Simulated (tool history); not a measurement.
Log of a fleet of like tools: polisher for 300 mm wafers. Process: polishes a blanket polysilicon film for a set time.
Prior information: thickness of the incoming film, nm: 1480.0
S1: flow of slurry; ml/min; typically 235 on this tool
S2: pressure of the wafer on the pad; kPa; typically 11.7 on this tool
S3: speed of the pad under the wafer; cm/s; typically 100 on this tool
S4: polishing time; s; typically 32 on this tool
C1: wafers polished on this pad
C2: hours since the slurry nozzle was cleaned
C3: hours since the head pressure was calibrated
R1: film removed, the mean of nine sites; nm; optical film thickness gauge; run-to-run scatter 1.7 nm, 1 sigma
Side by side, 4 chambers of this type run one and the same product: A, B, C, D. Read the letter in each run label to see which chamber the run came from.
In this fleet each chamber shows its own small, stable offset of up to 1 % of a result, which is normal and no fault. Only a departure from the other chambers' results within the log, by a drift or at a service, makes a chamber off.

{"hour": 9.7, "done": "chamber A: worn pad replaced by a new one"}
{"run": "1A", "hour": 10.8, "S1": 235, "S2": 11.7, "S3": 100, "S4": 32, "C1": 14, "C2": 234.4, "C3": 345.0, "R1": 143.38}
{"hour": 16.4, "done": "chamber C: worn pad replaced by a new one"}
{"run": "2D", "hour": 21.8, "S1": 235, "S2": 11.7, "S3": 100, "S4": 32, "C1": 1224, "C2": 141.2, "C3": 249.9, "R1": 143.44}
{"hour": 27.9, "done": "chamber D: worn pad replaced by a new one"}
{"run": "3C", "hour": 33.4, "S1": 235, "S2": 11.7, "S3": 100, "S4": 32, "C1": 208, "C2": 536.4, "C3": 64.6, "R1": 144.66}
{"run": "4B", "hour": 46.7, "S1": 235, "S2": 11.7, "S3": 100, "S4": 32, "C1": 984, "C2": 231.2, "C3": 125.7, "R1": 144.42}
{"run": "5C", "hour": 58.9, "S1": 235, "S2": 11.7, "S3": 100, "S4": 42, "C1": 520, "C2": 561.9, "C3": 90.1, "R1": 191.31}
{"run": "6A", "hour": 71.9, "S1": 235, "S2": 11.7, "S3": 100, "S4": 42, "C1": 761, "C2": 295.5, "C3": 406.1, "R1": 187.78}
{"run": "7B", "hour": 82.5, "S1": 235, "S2": 11.7, "S3": 100, "S4": 42, "C1": 1422, "C2": 267.0, "C3": 161.5, "R1": 187.92}
{"hour": 85.3, "done": "chamber A: worn pad replaced by a new one"}
{"run": "8D", "hour": 93.6, "S1": 235, "S2": 11.7, "S3": 100, "S4": 42, "C1": 804, "C2": 213.0, "C3": 321.7, "R1": 191.04}
{"hour": 97.8, "done": "chamber A: slurry nozzle cleaned"}
{"run": "9C", "hour": 107.1, "S1": 235, "S2": 11.7, "S3": 100, "S4": 32, "C1": 1110, "C2": 610.1, "C3": 138.3, "R1": 142.82}
{"hour": 107.3, "done": "chamber C: worn pad replaced by a new one"}
{"hour": 109.7, "done": "chamber C: slurry nozzle cleaned"}
{"run": "10B", "hour": 119.9, "S1": 235, "S2": 11.7, "S3": 70, "S4": 32, "C1": 1880, "C2": 304.4, "C3": 198.9, "R1": 98.095}
{"hour": 124.1, "done": "chamber D: worn pad replaced by a new one"}
{"run": "11D", "hour": 133.3, "S1": 235, "S2": 11.7, "S3": 70, "S4": 32, "C1": 113, "C2": 252.7, "C3": 361.4, "R1": 101.85}
{"run": "12A", "hour": 145.5, "S1": 235, "S2": 11.7, "S3": 70, "S4": 32, "C1": 736, "C2": 47.8, "C3": 479.7, "R1": 101.98}
{"run": "13D", "hour": 158.7, "S1": 235, "S2": 11.7, "S3": 70, "S4": 32, "C1": 424, "C2": 278.1, "C3": 386.8, "R1": 102.81}
{"hour": 161.3, "done": "chamber A: worn pad replaced by a new one"}
{"run": "14C", "hour": 166.4, "S1": 235, "S2": 10.3, "S3": 100, "S4": 22, "C1": 723, "C2": 56.8, "C3": 197.6, "R1": 86.947}
{"run": "15B", "hour": 174.8, "S1": 235, "S2": 10.3, "S3": 100, "S4": 22, "C1": 2551, "C2": 359.3, "C3": 253.8, "R1": 84.933}
{"run": "16A", "hour": 184.2, "S1": 235, "S2": 10.3, "S3": 100, "S4": 22, "C1": 280, "C2": 86.5, "C3": 518.4, "R1": 86.887}
{"run": "17A", "hour": 197.4, "S1": 235, "S2": 10.3, "S3": 100, "S4": 22, "C1": 441, "C2": 99.7, "C3": 531.6, "R1": 88.613}
{"run": "18C", "hour": 205.4, "S1": 235, "S2": 11.7, "S3": 100, "S4": 32, "C1": 1200, "C2": 95.8, "C3": 236.6, "R1": 148.18}
{"hour": 217.9, "done": "chamber C: worn pad replaced by a new one"}
{"run": "19D", "hour": 217.9, "S1": 190, "S2": 14.5, "S3": 100, "S4": 32, "C1": 1148, "C2": 337.3, "C3": 446.0, "R1": 171.55}
{"run": "20B", "hour": 224.9, "S1": 190, "S2": 14.5, "S3": 100, "S4": 32, "C1": 3164, "C2": 409.4, "C3": 303.9, "R1": 166.83}
{"hour": 234.0, "done": "chamber D: worn pad replaced by a new one"}
{"run": "21B", "hour": 235.4, "S1": 190, "S2": 14.5, "S3": 100, "S4": 32, "C1": 3293, "C2": 419.9, "C3": 314.4, "R1": 166.61}
{"run": "22C", "hour": 244.0, "S1": 190, "S2": 14.5, "S3": 100, "S4": 32, "C1": 319, "C2": 134.4, "C3": 275.2, "R1": 171.2}
{"hour": 245.5, "done": "chamber A: worn pad replaced by a new one"}
{"run": "23A", "hour": 255.3, "S1": 235, "S2": 14.5, "S3": 112, "S4": 32, "C1": 121, "C2": 157.6, "C3": 589.5, "R1": 193.83}
{"run": "24D", "hour": 263.7, "S1": 235, "S2": 14.5, "S3": 112, "S4": 32, "C1": 364, "C2": 383.1, "C3": 491.8, "R1": 201.63}
{"run": "25B", "hour": 272.2, "S1": 235, "S2": 14.5, "S3": 112, "S4": 32, "C1": 3743, "C2": 456.7, "C3": 351.2, "R1": 188.82}
{"run": "26A", "hour": 279.0, "S1": 235, "S2": 14.5, "S3": 112, "S4": 32, "C1": 411, "C2": 181.3, "C3": 613.2, "R1": 203.62}
{"run": "27D", "hour": 288.3, "S1": 235, "S2": 11.7, "S3": 100, "S4": 32, "C1": 665, "C2": 407.7, "C3": 516.4, "R1": 145.49}

What goes on in this fleet: one chamber off, a drifting gauge, or nothing beyond the chambers' own small offsets? Name the chamber and the cause, if any.

Chamber B drifts away from the others.
What lies behind it: removal rate lost through wear of the pad, % = 6.86.
The log may not tell that from: slurry flow missing at the pad, %; head's pressure below its setpoint, %.

Here are 4 candidates for chamber B's next run, each the usual settings with a change, their results left as question marks. Which one brings its results back in line with what the others give on the usual settings?
Counts as in line when no further than this from what the other chambers average on the usual settings: R1 6.000 nm
{"run": "28B-1", "hour": 299.6, "S1": 235, "S2": 11.7, "S3": 104, "S4": 33, "R1": "?"}
{"run": "28B-2", "hour": 299.6, "S1": 235, "S2": 12.4, "S3": 108, "S4": 32, "R1": "?"}
{"run": "28B-3", "hour": 299.6, "S1": 235, "S2": 11.7, "S3": 96, "S4": 31, "R1": "?"}
{"run": "28B-4", "hour": 299.6, "S1": 235, "S2": 11.0, "S3": 92, "S4": 32, "R1": "?"}

Other chambers, usual settings, mean: R1 144.680 nm
run=28B-1 R1=144.350
run=28B-2 R1=153.870
run=28B-3 R1=125.020
run=28B-4 R1=116.430
28B-1 brings the chamber back in line.
